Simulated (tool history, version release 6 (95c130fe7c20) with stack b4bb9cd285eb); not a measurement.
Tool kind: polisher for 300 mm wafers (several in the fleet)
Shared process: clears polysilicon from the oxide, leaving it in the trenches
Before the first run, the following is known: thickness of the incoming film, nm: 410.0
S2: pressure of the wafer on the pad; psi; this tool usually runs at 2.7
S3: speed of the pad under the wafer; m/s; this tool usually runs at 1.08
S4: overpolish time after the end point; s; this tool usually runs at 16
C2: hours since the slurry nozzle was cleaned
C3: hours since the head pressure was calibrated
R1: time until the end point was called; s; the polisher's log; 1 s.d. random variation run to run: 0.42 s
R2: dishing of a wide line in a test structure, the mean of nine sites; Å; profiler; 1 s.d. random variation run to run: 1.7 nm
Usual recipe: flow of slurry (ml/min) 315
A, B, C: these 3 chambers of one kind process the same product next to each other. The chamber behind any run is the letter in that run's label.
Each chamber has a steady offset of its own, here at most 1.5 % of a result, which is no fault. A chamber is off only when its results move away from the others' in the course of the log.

Run 1C, hour 12: usual settings; wafers polished on this pad 319; C2 98.6; C3 695.8. Result: R1 32.61 s, R2 717.64 Å.
Run 2B, hour 21.1: usual settings; wafers polished on this pad 915; C2 263.9; C3 216.5. Result: R1 32.647 s, R2 715.55 Å.
Run 3A, hour 30.4: usual settings; wafers polished on this pad 579; C2 123.3; C3 946.3. Result: R1 32.121 s, R2 730.46 Å.
Run 4B, hour 39: usual settings; wafers polished on this pad 1131; C2 281.8; C3 234.4. Result: R1 31.62 s, R2 714.74 Å.
At hour 45.1: chamber A: worn pad replaced by a new one.
Run 5C, hour 47.9: usual settings; wafers polished on this pad 752; C2 134.5; C3 731.7. Result: R1 32.597 s, R2 737.42 Å.
At hour 51.4: chamber C: worn pad replaced by a new one.
Run 6A, hour 61.7: usual settings; wafers polished on this pad 201; C2 154.6; C3 977.6. Result: R1 31.517 s, R2 756.54 Å.
Run 7B, hour 69.5: usual settings but flow of slurry (ml/min) 350, S4 20 s; wafers polished on this pad 1498; C2 312.3; C3 264.9. Result: R1 31.955 s, R2 730.29 Å.
Run 8A, hour 79.8: usual settings but flow of slurry (ml/min) 350, S4 20 s; wafers polished on this pad 419; C2 172.7; C3 995.7. Result: R1 32.57 s, R2 755.4 Å.
Run 9C, hour 95.2: usual settings but flow of slurry (ml/min) 350, S4 20 s; wafers polished on this pad 528; C2 181.8; C3 779. Result: R1 32.07 s, R2 771.16 Å.
Run 10C, hour 107.8: usual settings; wafers polished on this pad 680; C2 194.4; C3 791.6. Result: R1 32.78 s, R2 731.57 Å.
At hour 113.7: chamber A: worn pad replaced by a new one.
At hour 123.7: chamber C: worn pad replaced by a new one.
Run 11B, hour 124.2: usual settings; wafers polished on this pad 2158; C2 367; C3 319.6. Result: R1 31.627 s, R2 724.85 Å.
Run 12A, hour 138.7: usual settings but S4 9 s; wafers polished on this pad 302; C2 231.6; C3 1054.6. Result: R1 32.604 s, R2 616.52 Å.
Run 13C, hour 146.7: usual settings but S4 9 s; wafers polished on this pad 277; C2 233.3; C3 830.5. Result: R1 33.226 s, R2 595.04 Å.
Run 14B, hour 160.2: usual settings but S4 9 s; wafers polished on this pad 2591; C2 403; C3 355.6. Result: R1 33.561 s, R2 595.17 Å.
Run 15A, hour 174.1: usual settings; wafers polished on this pad 729; C2 267; C3 1090. Result: R1 32.541 s, R2 736.18 Å.
Run 16A, hour 184.9: usual settings; wafers polished on this pad 859; C2 277.8; C3 1100.8. Result: R1 33.025 s, R2 735.02 Å.
At hour 192.7: chamber C: worn pad replaced by a new one.
Run 17C, hour 194.4: usual settings but S2 3.2 psi; wafers polished on this pad 21; C2 281; C3 878.2. Result: R1 27.65 s, R2 762.15 Å.
At hour 194.8: chamber A: worn pad replaced by a new one.
At hour 201.4: chamber B: head pressure recalibrated.
Run 18B, hour 203.8: usual settings but S2 3.2 psi; wafers polished on this pad 3117; C2 446.6; C3 2.5. Result: R1 28.216 s, R2 753.84 Å.
Run 19A, hour 211.2: usual settings but S2 3.2 psi; wafers polished on this pad 197; C2 304.1; C3 1127.1. Result: R1 26.92 s, R2 757.74 Å.
Run 20B, hour 221.4: usual settings; wafers polished on this pad 3329; C2 464.2; C3 20.1. Result: R1 33.318 s, R2 705.66 Å.
Run 21C, hour 236.5: usual settings; wafers polished on this pad 528; C2 323.1; C3 920.3. Result: R1 32.892 s, R2 722.14 Å.
Run 22A, hour 244.5: usual settings; wafers polished on this pad 599; C2 337.4; C3 1160.4. Result: R1 32.385 s, R2 736.62 Å.
Run 23B, hour 253.6: usual settings; wafers polished on this pad 3717; C2 496.4; C3 52.3. Result: R1 34.312 s, R2 721.24 Å.
At hour 257.6: chamber A: worn pad replaced by a new one.
Run 24C, hour 267.1: usual settings but flow of slurry (ml/min) 395, S3 1.4 m/s; wafers polished on this pad 897; C2 353.7; C3 950.9. Result: R1 25.032 s, R2 761.44 Å.
At hour 269.6: chamber C: worn pad replaced by a new one.
Run 25B, hour 277.9: usual settings but flow of slurry (ml/min) 395, S3 1.4 m/s; wafers polished on this pad 4010; C2 520.7; C3 76.6. Result: R1 26.111 s, R2 738.9 Å.
Run 26C, hour 291.6: usual settings but flow of slurry (ml/min) 395, S3 1.4 m/s; wafers polished on this pad 265; C2 378.2; C3 975.4. Result: R1 24.906 s, R2 759.12 Å.
Run 27A, hour 303.7: usual settings; wafers polished on this pad 556; C2 396.6; C3 1219.6. Result: R1 32.237 s, R2 758.97 Å.
Run 28A, hour 310.8: usual settings; wafers polished on this pad 642; C2 403.7; C3 1226.7. Result: R1 32.268 s, R2 748.46 Å.
Run 29B, hour 322.2: usual settings; wafers polished on this pad 4544; C2 565; C3 120.9. Result: R1 34.86 s, R2 720.08 Å.
At hour 333.4: chamber C: worn pad replaced by a new one.
Run 30C, hour 336.2: usual settings but S2 2 psi; wafers polished on this pad 33; C2 422.8; C3 1020. Result: R1 45.417 s, R2 700.89 Å.
Run 31C, hour 345.6: usual settings but S2 2 psi; wafers polished on this pad 147; C2 432.2; C3 1029.4. Result: R1 44.762 s, R2 667.48 Å.
Run 32B, hour 354.3: usual settings but S2 2 psi; wafers polished on this pad 4931; C2 597.1; C3 153. Result: R1 47.359 s, R2 644.33 Å.

What goes on in this fleet: one chamber off, a drifting gauge, or nothing beyond the chambers' own small offsets? Name the chamber and the cause, if any.

It is chamber B that slowly wanders off from its peers.
Most likely cause: removal rate lost through wear of the pad, % = 9.87.

Below are 4 candidate recipes for chamber B's next run, each the usual settings with a change, their results shown as question marks. Which of them brings B's results back in line with what the other chambers give on the usual settings?
Counts as in line when no further than this from what the other chambers average on the usual settings: R1 1.5 s; R2 59 Å
Run 33B-1, hour 366: usual settings but S2 2.6 psi, S3 1.02 m/s, S4 15 s. Result: R1 ?, R2 ?.
Run 33B-2, hour 366: usual settings but S3 1.06 m/s. Result: R1 ?, R2 ?.
Run 33B-3, hour 366: usual settings but S2 2.8 psi, S3 1.14 m/s, S4 17 s. Result: R1 ?, R2 ?.
Run 33B-4, hour 366: usual settings but S3 1.1 m/s. Result: R1 ?, R2 ?.

On the usual settings, the other chambers give on average: R1 32.424 s; R2 733.8 Å
  run      R1      R2
33B-1  39.658  666.63
33B-2  36.755  695.37
33B-3  32.978  723.94
33B-4  35.439   702.1
With 33B-3, the chamber falls back in line with the rest.
